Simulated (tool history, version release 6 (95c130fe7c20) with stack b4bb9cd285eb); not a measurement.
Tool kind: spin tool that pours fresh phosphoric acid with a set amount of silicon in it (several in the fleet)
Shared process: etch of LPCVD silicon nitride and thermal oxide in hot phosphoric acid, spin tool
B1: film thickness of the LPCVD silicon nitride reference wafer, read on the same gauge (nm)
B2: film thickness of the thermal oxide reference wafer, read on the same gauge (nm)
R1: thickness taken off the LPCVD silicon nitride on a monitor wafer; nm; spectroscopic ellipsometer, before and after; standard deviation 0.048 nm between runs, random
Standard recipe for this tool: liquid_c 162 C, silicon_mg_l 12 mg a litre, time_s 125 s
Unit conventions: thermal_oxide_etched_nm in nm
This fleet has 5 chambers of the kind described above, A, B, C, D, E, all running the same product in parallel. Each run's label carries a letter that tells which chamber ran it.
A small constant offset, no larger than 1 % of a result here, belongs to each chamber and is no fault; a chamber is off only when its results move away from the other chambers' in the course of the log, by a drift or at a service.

run 1E hour=8.5 | liquid_c=162 silicon_mg_l=12 time_s=125 | B1=70.029 B2=109.99 | R1=9.9816 thermal_oxide_etched_nm=0.31658
run 2C hour=18 | liquid_c=162 silicon_mg_l=12 time_s=125 | B1=69.984 B2=109.99 | R1=9.9924 thermal_oxide_etched_nm=0.31597
run 3D hour=22.4 | liquid_c=162 silicon_mg_l=12 time_s=125 | B1=70.089 B2=109.99 | R1=9.9509 thermal_oxide_etched_nm=0.34774
run 4A hour=29.3 | liquid_c=162 silicon_mg_l=12 time_s=125 | B1=69.969 B2=110 | R1=9.9731 thermal_oxide_etched_nm=0.28122
run 5B hour=37 | liquid_c=159.5 silicon_mg_l=7 time_s=125 | B1=69.947 B2=109.98 | R1=9.2357 thermal_oxide_etched_nm=0.27084
run 6E hour=41.4 | liquid_c=159.5 silicon_mg_l=7 time_s=125 | B1=70.004 B2=110 | R1=9.1595 thermal_oxide_etched_nm=0.28406
run 7C hour=47.9 | liquid_c=159.5 silicon_mg_l=7 time_s=125 | B1=70.025 B2=110.01 | R1=9.1889 thermal_oxide_etched_nm=0.30686
run 8B hour=53.8 | liquid_c=159.5 silicon_mg_l=7 time_s=125 | B1=70.004 B2=109.98 | R1=9.2258 thermal_oxide_etched_nm=0.29328
run 9D hour=59.3 | liquid_c=159.5 silicon_mg_l=7 time_s=125 | B1=70.045 B2=109.99 | R1=9.1468 thermal_oxide_etched_nm=0.32305
run 10A hour=65.6 | liquid_c=162 silicon_mg_l=12 time_s=125 | B1=69.999 B2=110.01 | R1=9.8805 thermal_oxide_etched_nm=0.327
run 11D hour=72 | liquid_c=162 silicon_mg_l=12 time_s=125 | B1=70.001 B2=110.01 | R1=9.8845 thermal_oxide_etched_nm=0.27915
run 12C hour=80 | liquid_c=162 silicon_mg_l=12 time_s=100 | B1=69.955 B2=109.99 | R1=7.9037 thermal_oxide_etched_nm=0.24495
run 13B hour=87.9 | liquid_c=162 silicon_mg_l=12 time_s=100 | B1=69.991 B2=109.99 | R1=7.9755 thermal_oxide_etched_nm=0.25479
run 14E hour=94.2 | liquid_c=162 silicon_mg_l=12 time_s=100 | B1=69.977 B2=110.01 | R1=8.0441 thermal_oxide_etched_nm=0.26606
run 15A hour=102.5 | liquid_c=162 silicon_mg_l=12 time_s=100 | B1=70.047 B2=110.02 | R1=8.0181 thermal_oxide_etched_nm=0.28741
run 16B hour=108.1 | liquid_c=162 silicon_mg_l=12 time_s=100 | B1=69.995 B2=109.99 | R1=7.9476 thermal_oxide_etched_nm=0.22894
run 17E hour=116.7 | liquid_c=162 silicon_mg_l=12 time_s=125 | B1=69.975 B2=109.99 | R1=9.9007 thermal_oxide_etched_nm=0.34962
run 18A hour=121.3 | liquid_c=162 silicon_mg_l=12 time_s=125 | B1=70.009 B2=110.01 | R1=9.9839 thermal_oxide_etched_nm=0.31209
run 19D hour=130.4 | liquid_c=162 silicon_mg_l=12 time_s=125 | B1=70 B2=110.01 | R1=9.8994 thermal_oxide_etched_nm=0.35123
run 20C hour=137.6 | liquid_c=162 silicon_mg_l=12 time_s=70 | B1=69.987 B2=110.02 | R1=5.542 thermal_oxide_etched_nm=0.18577
run 21C hour=146.6 | liquid_c=162 silicon_mg_l=12 time_s=70 | B1=70.011 B2=110 | R1=5.6221 thermal_oxide_etched_nm=0.17815
run 22E hour=151.7 | liquid_c=162 silicon_mg_l=12 time_s=70 | B1=69.986 B2=110 | R1=5.5379 thermal_oxide_etched_nm=0.18263
run 23B hour=156.9 | liquid_c=162 silicon_mg_l=12 time_s=70 | B1=69.989 B2=110.02 | R1=5.5627 thermal_oxide_etched_nm=0.17347
-- hour=165.8 chamber E: dissolved silicon flow meter replaced
run 24D hour=166.2 | liquid_c=162 silicon_mg_l=12 time_s=70 | B1=69.961 B2=109.98 | R1=5.5325 thermal_oxide_etched_nm=0.1782
run 25A hour=171.8 | liquid_c=162 silicon_mg_l=12 time_s=125 | B1=69.974 B2=110 | R1=9.9975 thermal_oxide_etched_nm=0.30111
run 26D hour=179.1 | liquid_c=162 silicon_mg_l=12 time_s=125 | B1=69.985 B2=109.99 | R1=9.9434 thermal_oxide_etched_nm=0.29107
run 27C hour=184.4 | liquid_c=162 silicon_mg_l=12 time_s=125 | B1=70.042 B2=109.99 | R1=9.9273 thermal_oxide_etched_nm=0.31963
-- hour=190.2 chamber B: thermometer replaced
run 28B hour=190.6 | liquid_c=162 silicon_mg_l=12 time_s=125 | B1=69.992 B2=110.02 | R1=10.022 thermal_oxide_etched_nm=0.34741
run 29A hour=195.6 | liquid_c=162 silicon_mg_l=12 time_s=125 | B1=69.968 B2=109.99 | R1=9.9338 thermal_oxide_etched_nm=0.30854
run 30E hour=201.3 | liquid_c=162 silicon_mg_l=12 time_s=125 | B1=69.998 B2=109.98 | R1=9.9039 thermal_oxide_etched_nm=0.32757
run 31E hour=208.2 | liquid_c=162 silicon_mg_l=12 time_s=125 | B1=69.991 B2=109.98 | R1=10.032 thermal_oxide_etched_nm=0.36503
-- hour=211.6 chamber D: heated supply line repaired
run 32A hour=215.3 | liquid_c=162 silicon_mg_l=12 time_s=125 | B1=70.033 B2=110.01 | R1=9.9677 thermal_oxide_etched_nm=0.34304
-- hour=218.6 chamber C: dissolved silicon flow meter replaced
run 33C hour=223 | liquid_c=162 silicon_mg_l=12 time_s=125 | B1=70.034 B2=110.01 | R1=9.9258 thermal_oxide_etched_nm=0.3162
run 34D hour=230.5 | liquid_c=162 silicon_mg_l=12 time_s=125 | B1=70.072 B2=110 | R1=9.8609 thermal_oxide_etched_nm=0.29815
run 35B hour=235.4 | liquid_c=162 silicon_mg_l=12 time_s=125 | B1=69.996 B2=109.99 | R1=10.003 thermal_oxide_etched_nm=0.34548
run 36B hour=240.3 | liquid_c=162 silicon_mg_l=12 time_s=125 | B1=69.978 B2=110 | R1=9.9873 thermal_oxide_etched_nm=0.29398
run 37C hour=246.6 | liquid_c=161 silicon_mg_l=12 time_s=125 | B1=69.977 B2=109.99 | R1=9.5471 thermal_oxide_etched_nm=0.26423

For the next run the whole fleet of 5 chambers uses the same settings. Give each chamber's results:
run 38A hour=253.4 | liquid_c=162 silicon_mg_l=12 time_s=125 | R1=? thermal_oxide_etched_nm=?
run 38B hour=253.4 | liquid_c=162 silicon_mg_l=12 time_s=125 | R1=? thermal_oxide_etched_nm=?
run 38C hour=253.4 | liquid_c=162 silicon_mg_l=12 time_s=125 | R1=? thermal_oxide_etched_nm=?
run 38D hour=253.4 | liquid_c=162 silicon_mg_l=12 time_s=125 | R1=? thermal_oxide_etched_nm=?
run 38E hour=253.4 | liquid_c=162 silicon_mg_l=12 time_s=125 | R1=? thermal_oxide_etched_nm=?

run=38A R1=10.051 thermal_oxide_etched_nm=0.32687
run=38B R1=10.059 thermal_oxide_etched_nm=0.30837
run=38C R1=9.9069 thermal_oxide_etched_nm=0.30388
run=38D R1=9.8204 thermal_oxide_etched_nm=0.30257
run=38E R1=10.053 thermal_oxide_etched_nm=0.29036
